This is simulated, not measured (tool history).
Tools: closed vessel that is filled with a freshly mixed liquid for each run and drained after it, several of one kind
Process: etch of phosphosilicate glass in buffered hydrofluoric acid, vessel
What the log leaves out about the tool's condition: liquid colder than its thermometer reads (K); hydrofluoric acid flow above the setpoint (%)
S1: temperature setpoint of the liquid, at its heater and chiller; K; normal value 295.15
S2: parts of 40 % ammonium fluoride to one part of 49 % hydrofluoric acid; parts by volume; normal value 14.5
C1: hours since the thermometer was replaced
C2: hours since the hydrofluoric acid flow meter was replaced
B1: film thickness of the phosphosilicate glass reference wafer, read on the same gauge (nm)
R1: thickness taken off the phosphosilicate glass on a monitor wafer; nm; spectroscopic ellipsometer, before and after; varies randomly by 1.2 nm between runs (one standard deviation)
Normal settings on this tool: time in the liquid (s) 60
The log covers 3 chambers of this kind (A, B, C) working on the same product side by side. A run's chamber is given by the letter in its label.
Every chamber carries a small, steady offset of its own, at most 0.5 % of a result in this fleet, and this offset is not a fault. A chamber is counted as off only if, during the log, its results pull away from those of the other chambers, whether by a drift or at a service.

{"run": "1A", "day": 0.196, "S1": 295.15, "S2": 14.5, "time in the liquid (s)": 60, "C1": 130, "C2": 1016.4, "B1": 30.049, "R1": 204.6}
{"run": "2C", "day": 0.496, "S1": 295.15, "S2": 14.5, "time in the liquid (s)": 60, "C1": 1031.1, "C2": 353.8, "B1": 30.006, "R1": 205.59}
{"run": "3B", "day": 0.771, "S1": 295.15, "S2": 14.5, "time in the liquid (s)": 60, "C1": 650.7, "C2": 556.3, "B1": 29.975, "R1": 207.48}
{"run": "4C", "day": 1.1, "S1": 295.15, "S2": 14.5, "time in the liquid (s)": 60, "C1": 1045.6, "C2": 368.3, "B1": 29.978, "R1": 204.36}
{"run": "5B", "day": 1.312, "S1": 290.65, "S2": 10.5, "time in the liquid (s)": 60, "C1": 663.7, "C2": 569.3, "B1": 29.969, "R1": 222.4}
{"run": "6A", "day": 1.546, "S1": 290.65, "S2": 10.5, "time in the liquid (s)": 60, "C1": 162.4, "C2": 1048.8, "B1": 29.992, "R1": 218.52}
{"run": "7A", "day": 1.925, "S1": 290.65, "S2": 10.5, "time in the liquid (s)": 60, "C1": 171.5, "C2": 1057.9, "B1": 29.972, "R1": 218.06}
{"run": "8B", "day": 2.254, "S1": 295.15, "S2": 14.5, "time in the liquid (s)": 60, "C1": 686.3, "C2": 591.9, "B1": 29.976, "R1": 206.33}
{"run": "9C", "day": 2.533, "S1": 295.15, "S2": 14.5, "time in the liquid (s)": 60, "C1": 1080, "C2": 402.7, "B1": 29.979, "R1": 205.18}
{"run": "10B", "day": 2.821, "S1": 295.15, "S2": 14.5, "time in the liquid (s)": 60, "C1": 699.9, "C2": 605.5, "B1": 30.02, "R1": 206.42}
{"run": "11C", "day": 3.012, "S1": 295.15, "S2": 14.5, "time in the liquid (s)": 60, "C1": 1091.5, "C2": 414.2, "B1": 30.003, "R1": 205.69}
{"run": "12A", "day": 3.242, "S1": 295.15, "S2": 14.5, "time in the liquid (s)": 60, "C1": 203.1, "C2": 1089.5, "B1": 29.975, "R1": 205.5}
{"run": "13A", "day": 3.642, "S1": 295.15, "S2": 14.5, "time in the liquid (s)": 90, "C1": 212.7, "C2": 1099.1, "B1": 29.988, "R1": 308.57}
{"run": "14B", "day": 4.012, "S1": 295.15, "S2": 14.5, "time in the liquid (s)": 90, "C1": 728.5, "C2": 634.1, "B1": 30.018, "R1": 308.38}
{"run": "15C", "day": 4.196, "S1": 295.15, "S2": 14.5, "time in the liquid (s)": 90, "C1": 1119.9, "C2": 442.6, "B1": 30.032, "R1": 308}
{"run": "16B", "day": 4.417, "S1": 295.15, "S2": 14.5, "time in the liquid (s)": 60, "C1": 738.2, "C2": 643.8, "B1": 29.989, "R1": 206.69}
{"run": "17C", "day": 4.696, "S1": 295.15, "S2": 14.5, "time in the liquid (s)": 60, "C1": 1131.9, "C2": 454.6, "B1": 29.981, "R1": 204.52}
{"run": "18A", "day": 5.096, "S1": 295.15, "S2": 14.5, "time in the liquid (s)": 60, "C1": 247.6, "C2": 1134, "B1": 29.992, "R1": 207.28}
{"run": "19B", "day": 5.429, "S1": 295.15, "S2": 14.5, "time in the liquid (s)": 60, "C1": 762.5, "C2": 668.1, "B1": 30.008, "R1": 209.03}
{"run": "20C", "day": 5.792, "S1": 295.15, "S2": 14.5, "time in the liquid (s)": 60, "C1": 1158.2, "C2": 480.9, "B1": 30.037, "R1": 205.97}
{"run": "21A", "day": 6.017, "S1": 292.15, "S2": 14.5, "time in the liquid (s)": 30, "C1": 269.7, "C2": 1156.1, "B1": 30.02, "R1": 87.883}
{"run": "22A", "day": 6.438, "S1": 292.15, "S2": 14.5, "time in the liquid (s)": 30, "C1": 279.8, "C2": 1166.2, "B1": 29.987, "R1": 87.681}
{"run": "23C", "day": 6.65, "S1": 292.15, "S2": 14.5, "time in the liquid (s)": 30, "C1": 1178.8, "C2": 501.5, "B1": 29.993, "R1": 85.645}
{"run": "24B", "day": 6.858, "S1": 295.15, "S2": 14.5, "time in the liquid (s)": 60, "C1": 796.8, "C2": 702.4, "B1": 29.99, "R1": 205.98}
{"run": "25B", "day": 7.071, "S1": 295.15, "S2": 12.5, "time in the liquid (s)": 60, "C1": 801.9, "C2": 707.5, "B1": 29.987, "R1": 236.5}
{"run": "26A", "day": 7.383, "S1": 295.15, "S2": 12.5, "time in the liquid (s)": 60, "C1": 302.5, "C2": 1188.9, "B1": 29.988, "R1": 237.27}
{"run": "27C", "day": 7.783, "S1": 295.15, "S2": 12.5, "time in the liquid (s)": 60, "C1": 1206, "C2": 528.7, "B1": 30.017, "R1": 237.29}

Is one chamber off against the others, does the gauge drift, or is nothing wrong? If a chamber is off, say which, and what the likeliest cause is.

The fleet is healthy, with each chamber sitting at its usual small offset and no drift in the gauge.
